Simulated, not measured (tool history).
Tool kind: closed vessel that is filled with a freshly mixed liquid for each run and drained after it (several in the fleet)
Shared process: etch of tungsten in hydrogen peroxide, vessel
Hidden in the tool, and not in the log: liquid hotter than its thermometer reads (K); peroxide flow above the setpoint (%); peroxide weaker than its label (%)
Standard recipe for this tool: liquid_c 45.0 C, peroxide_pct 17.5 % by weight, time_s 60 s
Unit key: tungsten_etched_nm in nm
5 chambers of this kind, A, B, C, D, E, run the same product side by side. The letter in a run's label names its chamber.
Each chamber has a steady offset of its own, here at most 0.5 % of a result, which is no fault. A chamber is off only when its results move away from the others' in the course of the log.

run   hour  liquid_c  peroxide_pct  time_s  hours since the thermometer was replaced  hours since the peroxide flow meter was replaced  hours since the drum of peroxide was connected  read-back film thickness of the tungsten reference wafer, read on the same gauge (nm)  tungsten_etched_nm
 1D   15.4      45.0          17.5      60                                     792.5                                              17.8                                           737.3                                                                                 150.05              56.316
      17.4  -- chamber B: peroxide flow meter replaced
 2C   27.3      45.0          17.5      60                                    1701.0                                            1392.3                                           385.3                                                                                 150.02              56.246
 3E   34.7      45.0          17.5      60                                     656.7                                             638.8                                           782.2                                                                                 149.95              56.053
      36.6  -- chamber E: new drum of peroxide connected
 4A   47.5      45.0          17.5      60                                    1494.4                                            1054.5                                           317.0                                                                                 150.00              56.220
 5B   56.9      45.0          17.5      60                                     277.6                                              39.5                                           244.2                                                                                 150.04              56.779
 6E   70.2      45.0          17.5      60                                     692.2                                             674.3                                            33.7                                                                                 149.98              56.145
 7B   86.4      38.5          17.5      60                                     307.1                                              69.0                                           273.7                                                                                 150.01              37.521
      91.6  -- chamber A: new drum of peroxide connected
 8C   99.7      38.5          17.5      60                                    1773.4                                            1464.7                                           457.7                                                                                 149.99              37.209
 9D  107.2      38.5          17.5      60                                     884.3                                             109.6                                           829.1                                                                                 150.01              37.457
     109.0  -- chamber E: thermometer replaced
10A  120.2      38.5          17.5      60                                    1567.1                                            1127.2                                            28.7                                                                                 149.96              37.127
     124.8  -- chamber C: new drum of peroxide connected
11E  131.4      38.5          17.5      60                                      22.4                                             735.5                                            94.9                                                                                 150.00              37.322
12C  140.2      45.0          17.5      60                                    1813.9                                            1505.2                                            15.4                                                                                 150.03              56.367
13D  149.8      45.0          17.5      60                                     926.9                                             152.2                                           871.7                                                                                 149.98              55.516
14B  159.7      45.0          17.5      60                                     380.4                                             142.3                                           347.0                                                                                 149.99              57.536
15A  171.9      45.0          17.5      60                                    1618.8                                            1178.9                                            80.4                                                                                 149.97              56.512
16C  185.0      45.0          17.5      60                                    1858.7                                            1550.0                                            60.2                                                                                 149.95              56.862
17A  199.2      45.0          17.5      60                                    1646.1                                            1206.2                                           107.7                                                                                 150.00              56.195
18D  206.7      52.5          17.5      60                                     983.8                                             209.1                                           928.6                                                                                 149.96              88.412
19B  218.5      52.5          17.5      60                                     439.2                                             201.1                                           405.8                                                                                 150.00              91.985
20E  229.9      52.5          17.5      60                                     120.9                                             834.0                                           193.4                                                                                 150.01              89.349
21C  245.6      52.5          17.5      60                                    1919.3                                            1610.6                                           120.8                                                                                 149.95              89.287
22E  253.4      52.5          17.5      60                                     144.4                                             857.5                                           216.9                                                                                 150.00              89.772
23A  262.5      45.0          17.5      60                                    1709.4                                            1269.5                                           171.0                                                                                 150.05              56.631
24D  276.1      45.0          17.5      60                                    1053.2                                             278.5                                           998.0                                                                                 150.02              56.396
25B  284.0      45.0          17.5      60                                     504.7                                             266.6                                           471.3                                                                                 150.01              58.988
26A  298.5      45.0          17.5      60                                    1745.4                                            1305.5                                           207.0                                                                                 150.03              56.374
27D  306.1      36.5          17.5      80                                    1083.2                                             308.5                                          1028.0                                                                                 150.01              43.677
28E  316.2      36.5          17.5      80                                     207.2                                             920.3                                           279.7                                                                                 150.00              43.500
     323.3  -- chamber B: new drum of peroxide connected
29C  327.3      36.5          17.5      80                                    2001.0                                            1692.3                                           202.5                                                                                 149.99              43.709
30B  336.3      36.5          17.5      80                                     557.0                                             318.9                                            13.0                                                                                 150.04              46.657
31A  351.0      36.5          17.5      80                                    1797.9                                            1358.0                                           259.5                                                                                 149.99              43.292
32B  363.6      45.0          17.5      60                                     584.3                                             346.2                                            40.3                                                                                 150.04              59.829
33C  379.4      45.0          17.5      60                                    2053.1                                            1744.4                                           254.6                                                                                 150.00              55.925
34E  394.3      45.0          17.5      60                                     285.3                                             998.4                                           357.8                                                                                 149.98              56.544
35D  402.7      36.5          21.0      60                                    1179.8                                             405.1                                          1124.6                                                                                 150.00              35.874
36D  416.1      36.5          21.0      60                                    1193.2                                             418.5                                          1138.0                                                                                 149.98              35.780

Next, all 5 chambers run the settings below, one line each with question marks for the results. What does each chamber give?
37A  427.8      40.5          17.5      60                                                                                                                                                                                                                                                      ?
37B  427.8      40.5          17.5      60                                                                                                                                                                                                                                                      ?
37C  427.8      40.5          17.5      60                                                                                                                                                                                                                                                      ?
37D  427.8      40.5          17.5      60                                                                                                                                                                                                                                                      ?
37E  427.8      40.5          17.5      60                                                                                                                                                                                                                                                      ?

run  tungsten_etched_nm
37A              42.360
37B              45.149
37C              42.227
37D              42.005
37E              42.370
